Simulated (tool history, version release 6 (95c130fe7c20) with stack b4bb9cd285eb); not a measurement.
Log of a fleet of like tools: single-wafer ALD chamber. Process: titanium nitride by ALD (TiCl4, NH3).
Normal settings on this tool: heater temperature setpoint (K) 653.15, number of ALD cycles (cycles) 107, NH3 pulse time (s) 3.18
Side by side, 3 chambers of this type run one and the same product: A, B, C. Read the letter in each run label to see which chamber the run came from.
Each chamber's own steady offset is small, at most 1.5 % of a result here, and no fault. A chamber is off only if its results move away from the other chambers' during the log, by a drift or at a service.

run	hour	heater temperature setpoint (K)	number of ALD cycles (cycles)	NH3 pulse time (s)	hours since the last thermocouple change	read-back reference wafer on the same gauge, thickness_nm	mean film thickness on the monitor wafer (Å)
1A	4.7	653.15	107	3.18	396.9	2.7723	23.917
2C	10.3	653.15	107	3.18	835.7	2.7723	23.811
3B	15.9	653.15	107	3.18	199.2	2.7668	23.879
4A	21.3	653.15	107	3.18	413.5	2.7702	23.955
5C	27	653.15	89	3.18	852.4	2.773	19.988
6B	30.1	653.15	89	3.18	213.4	2.7694	19.918
7B	36.2	653.15	89	3.18	219.5	2.7722	19.87
8C	39.1	653.15	107	3.18	864.5	2.7724	23.85
9A	43.6	653.15	107	3.18	435.8	2.7715	24.108
10B	47.8	653.15	107	3.18	231.1	2.769	23.918
11C	50.6	653.15	107	3.18	876	2.7719	24.037
12A	54.2	653.15	107	3.18	446.4	2.7715	23.907
13B	57.5	653.15	107	3.18	240.8	2.77	24.074
14C	60.7	653.15	107	3.18	886.1	2.771	23.872
15A	64.8	653.15	107	3.18	457	2.7715	24.022
16C	69.8	653.15	107	3.18	895.2	2.7677	23.848
17A	75.8	653.15	107	3.18	468	2.7674	24.078
18B	79.3	653.15	107	3.18	262.6	2.7715	23.904
19B	83.5	653.15	107	3.18	266.8	2.7701	23.895
20C	86.3	653.15	107	3.18	911.7	2.7719	23.924
21A	89.8	653.15	97	2	482	2.7733	21.281
22A	94.3	653.15	97	2	486.5	2.7708	21.26

Next, every chamber runs the same settings. What will each give?
23A	98.8	653.15	98	3.18			?
23B	98.8	653.15	98	3.18			?
23C	98.8	653.15	98	3.18			?

run	mean film thickness on the monitor wafer (Å)
23A	22.024
23B	21.902
23C	21.972
